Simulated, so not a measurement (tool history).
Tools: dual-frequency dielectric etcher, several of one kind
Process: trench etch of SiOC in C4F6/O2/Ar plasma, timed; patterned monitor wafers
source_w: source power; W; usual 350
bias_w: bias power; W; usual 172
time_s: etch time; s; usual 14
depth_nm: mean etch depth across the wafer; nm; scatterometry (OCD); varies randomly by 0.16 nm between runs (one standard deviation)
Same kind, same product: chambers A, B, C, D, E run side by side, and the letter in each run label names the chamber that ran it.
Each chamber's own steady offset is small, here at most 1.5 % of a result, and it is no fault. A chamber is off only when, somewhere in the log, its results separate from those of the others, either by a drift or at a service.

| run | hour | source_w | bias_w | time_s | read-back reference wafer on the same gauge, depth_nm | depth_nm |
|---|---|---|---|---|---|---|
| 1E | 5.7 | 350 | 172 | 14 | 25.708 | 27.37 |
| 2D | 11.9 | 350 | 172 | 14 | 25.697 | 27.386 |
| 3C | 15.7 | 350 | 172 | 14 | 25.707 | 27.171 |
| 4A | 21.9 | 350 | 172 | 14 | 25.723 | 27.312 |
| 5B | 25.1 | 350 | 172 | 14 | 25.691 | 26.829 |
| 6B | 31.1 | 350 | 172 | 14 | 25.701 | 26.734 |
| 7A | 37.5 | 350 | 172 | 14 | 25.678 | 27.832 |
| 8D | 42.7 | 350 | 172 | 14 | 25.703 | 27.29 |
| 9E | 48.9 | 350 | 172 | 14 | 25.737 | 27.168 |
| 10C | 52.7 | 350 | 172 | 14 | 25.697 | 27.241 |
| 11B | 58.4 | 350 | 172 | 14 | 25.672 | 26.979 |
| 12A | 62.3 | 350 | 172 | 14 | 25.694 | 27.373 |
| 13D | 68.5 | 350 | 172 | 14 | 25.681 | 27.189 |
| 14C | 73.8 | 350 | 172 | 10.5 | 25.708 | 20.483 |
|  | 78.9 | chamber D: wet clean of the chamber |
| 15E | 81.1 | 350 | 172 | 10.5 | 25.722 | 20.596 |
| 16B | 87.9 | 350 | 172 | 10.5 | 25.694 | 20.113 |
| 17A | 93.5 | 350 | 172 | 10.5 | 25.672 | 20.507 |
| 18C | 98.1 | 350 | 172 | 10.5 | 25.69 | 20.501 |
| 19D | 103.2 | 350 | 172 | 14 | 25.697 | 27.101 |
| 20E | 110 | 350 | 172 | 14 | 25.656 | 27.14 |
| 21B | 117.4 | 350 | 172 | 14 | 25.67 | 26.996 |
| 22C | 122.2 | 350 | 172 | 14 | 25.699 | 27.209 |
| 23A | 127.3 | 350 | 172 | 14 | 25.683 | 27.61 |
| 24D | 130.8 | 350 | 172 | 14 | 25.732 | 27.247 |
| 25E | 136.1 | 350 | 172 | 14 | 25.735 | 27.196 |
| 26B | 141.1 | 350 | 156 | 14 | 25.7 | 26.012 |
| 27A | 145.9 | 350 | 156 | 14 | 25.719 | 26.549 |
| 28C | 152.2 | 350 | 156 | 14 | 25.713 | 26.581 |
| 29E | 157.6 | 350 | 156 | 14 | 25.671 | 26.787 |
|  | 159.8 | chamber A: wet clean of the chamber |
| 30D | 161 | 350 | 156 | 14 | 25.675 | 26.49 |
| 31D | 166.1 | 350 | 172 | 14 | 25.735 | 26.931 |
| 32B | 171.1 | 350 | 172 | 14 | 25.735 | 27.102 |
| 33A | 175.4 | 350 | 172 | 14 | 25.702 | 27.5 |
| 34E | 181.3 | 350 | 172 | 14 | 25.699 | 27.321 |
| 35C | 186.5 | 350 | 172 | 14 | 25.692 | 27.152 |
| 36C | 191.1 | 350 | 172 | 14 | 25.694 | 27.006 |
| 37B | 194.3 | 350 | 172 | 14 | 25.748 | 27.184 |
| 38D | 200.3 | 350 | 172 | 14 | 25.703 | 27.298 |
| 39E | 205.6 | 350 | 172 | 16.5 | 25.707 | 32.062 |
| 40A | 210.3 | 350 | 172 | 16.5 | 25.701 | 32.216 |
| 41A | 215.4 | 350 | 172 | 16.5 | 25.724 | 32.188 |
| 42C | 218.9 | 350 | 172 | 16.5 | 25.697 | 32.503 |
| 43E | 222.9 | 350 | 172 | 16.5 | 25.695 | 32.203 |

One chamber off, gauge drift, or nothing amiss beyond the chambers' own small offsets? If it is a chamber, which one, and what is the likeliest cause?

No chamber stands off beyond its own small offset, and the gauge holds steady.

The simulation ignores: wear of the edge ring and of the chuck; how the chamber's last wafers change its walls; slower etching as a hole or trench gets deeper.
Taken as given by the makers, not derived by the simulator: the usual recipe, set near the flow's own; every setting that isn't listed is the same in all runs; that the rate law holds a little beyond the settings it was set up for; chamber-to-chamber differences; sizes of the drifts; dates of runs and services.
